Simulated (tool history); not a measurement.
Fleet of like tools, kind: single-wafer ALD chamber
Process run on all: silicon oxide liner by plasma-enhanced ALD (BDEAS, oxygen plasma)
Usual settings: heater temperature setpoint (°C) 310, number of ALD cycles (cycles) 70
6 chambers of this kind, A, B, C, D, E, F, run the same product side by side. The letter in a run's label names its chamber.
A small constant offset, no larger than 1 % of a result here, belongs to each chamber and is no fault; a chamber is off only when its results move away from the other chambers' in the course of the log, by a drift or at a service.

run,hour,heater temperature setpoint (°C),number of ALD cycles (cycles),hours since the last thermocouple change,"read-back reference wafer on the same gauge, thickness_nm",mean film thickness on the monitor wafer (nm)
1E,4.5,310,70,1403.2,5.6109,6.3836
2F,9.7,310,70,939.1,5.6131,6.3710
3C,12.6,310,70,34.0,5.6143,6.4590
4B,16.9,310,70,1915.1,5.6143,6.3952
5A,20.8,310,70,481.3,5.6145,6.4267
6D,25.3,310,70,1156.2,5.6161,6.4267
7E,30.2,310,70,1428.9,5.6163,6.4132
8B,34.8,310,70,1933.0,5.6170,6.4203
9C,39.2,310,70,60.6,5.6187,6.4463
10F,42.6,310,70,972.0,5.6183,6.3674
11A,45.4,310,70,505.9,5.6200,6.4479
12D,48.0,310,83,1178.9,5.6211,7.6270
13B,53.0,310,83,1951.2,5.6215,7.6334
14F,55.7,310,83,985.1,5.6231,7.5550
15D,60.4,310,83,1191.3,5.6224,7.6175
16A,64.8,310,83,525.3,5.6239,7.6302
17C,67.3,310,83,88.7,5.6259,7.6775
18E,69.9,310,70,1468.6,5.6273,6.3936
19E,73.3,303,58,1472.0,5.6247,5.3629
20F,78.4,303,58,1007.8,5.6279,5.3359
21B,82.2,303,58,1980.4,5.6303,5.3844
22C,85.3,303,58,106.7,5.6281,5.4194
23D,89.1,303,58,1220.0,5.6312,5.3864
24A,92.3,303,58,552.8,5.6310,5.3795
25F,96.1,310,70,1025.5,5.6313,6.3782
26B,98.9,310,70,1997.1,5.6321,6.4296
27A,104.3,303,70,564.8,5.6340,6.5212
28D,106.8,303,70,1237.7,5.6330,6.4982
29C,112.2,303,70,133.6,5.6343,6.5336
30E,115.2,303,70,1513.9,5.6358,6.4774
31A,120.4,303,70,580.9,5.6374,6.5264
32E,123.4,303,70,1522.1,5.6406,6.4551
33F,127.0,310,70,1056.4,5.6383,6.3983
34D,131.2,310,70,1262.1,5.6401,6.4464
35C,134.4,310,70,155.8,5.6410,6.4918
36B,139.4,310,70,2037.6,5.6411,6.4470
37E,142.5,318,70,1541.2,5.6433,6.3413

The same settings go to every chamber for the next run, one line per chamber below. Forecast the results for each:
38A,146.4,295,70,,,?
38B,146.4,295,70,,,?
38C,146.4,295,70,,,?
38D,146.4,295,70,,,?
38E,146.4,295,70,,,?
38F,146.4,295,70,,,?

run,mean film thickness on the monitor wafer (nm)
38A,6.6753
38B,6.6432
38C,6.6714
38D,6.6427
38E,6.6113
38F,6.6091
